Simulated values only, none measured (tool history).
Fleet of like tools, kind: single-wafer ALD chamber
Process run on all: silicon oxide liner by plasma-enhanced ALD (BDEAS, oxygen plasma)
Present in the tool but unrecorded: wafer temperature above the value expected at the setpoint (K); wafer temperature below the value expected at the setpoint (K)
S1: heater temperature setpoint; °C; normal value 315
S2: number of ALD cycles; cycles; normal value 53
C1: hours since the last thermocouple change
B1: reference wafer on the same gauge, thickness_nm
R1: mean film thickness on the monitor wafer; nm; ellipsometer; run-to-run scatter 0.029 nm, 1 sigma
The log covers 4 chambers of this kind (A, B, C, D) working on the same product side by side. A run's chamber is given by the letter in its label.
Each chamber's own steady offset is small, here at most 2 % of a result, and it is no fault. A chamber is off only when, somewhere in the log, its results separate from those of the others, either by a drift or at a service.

run,hour,S1,S2,C1,B1,R1
1C,6.2,315,53,476.3,5.3013,4.9487
2D,17.6,315,53,372.5,5.3018,4.8032
3A,26.8,315,53,148.3,5.3005,4.819
4B,32.5,315,53,1225.6,5.2998,4.8294
5A,43.6,323,46,165.1,5.3029,4.2161
6D,51.1,323,46,406,5.3013,4.105
7B,58.4,323,46,1251.5,5.3017,4.0903
8C,65.4,323,46,535.5,5.3008,4.2021
9A,73.1,324,58,194.6,5.2987,5.2502
10D,82.6,324,58,437.5,5.299,5.1434
11C,88.3,324,58,558.4,5.2986,5.316
12B,94.8,324,58,1287.9,5.3,5.191
13B,103.5,315,53,1296.6,5.3059,4.7835
14A,110.6,315,53,232.1,5.3007,4.8883
15D,122.3,315,53,477.2,5.3138,4.7951
16C,130.3,315,53,600.4,5.3001,4.9232
17C,137.2,315,53,607.3,5.3006,4.8905
# hour 142.4: chamber B: thermocouple changed; heater temperature recalibrated
18D,146.9,315,53,501.8,5.2951,4.7966
19A,157.4,315,53,278.9,5.2946,4.8664
20B,163.9,315,53,21.6,5.3042,4.774
21A,176.1,315,53,297.6,5.3006,4.8721
22B,181.7,315,53,39.4,5.2992,4.7861
23C,188,315,53,658.1,5.2998,4.9531
24D,201,315,53,555.9,5.2977,4.7775
25C,212.9,315,53,683,5.2977,4.9223
26D,221.2,315,53,576.1,5.2948,4.8369
27A,227.7,315,53,349.2,5.2972,4.7714
28B,240.1,315,53,97.8,5.3029,4.788
29C,252.3,315,58,722.4,5.2961,5.3964
30D,260,315,58,614.9,5.302,5.3046
31B,269.4,315,58,127.1,5.304,5.2319
32A,275.2,315,58,396.7,5.3012,5.2815
33A,281.2,330,53,402.7,5.3006,4.6959
34C,292.3,330,53,762.4,5.2977,4.7954
35B,300.1,330,53,157.8,5.3047,4.7341
36D,307.6,330,53,662.5,5.3038,4.7459
37B,313.9,315,53,171.6,5.2967,4.8312
38C,324.3,315,53,794.4,5.299,4.9082
39D,333.7,315,53,688.6,5.3007,4.793

Read the log: is a single chamber off, either drifting away or since a service, is the gauge that measures every chamber drifting, or is nothing wrong beyond small per-chamber offsets? Name any odd chamber and what most likely caused it.

Nothing is wrong: each chamber keeps only its own small, steady offset and the gauge holds still.
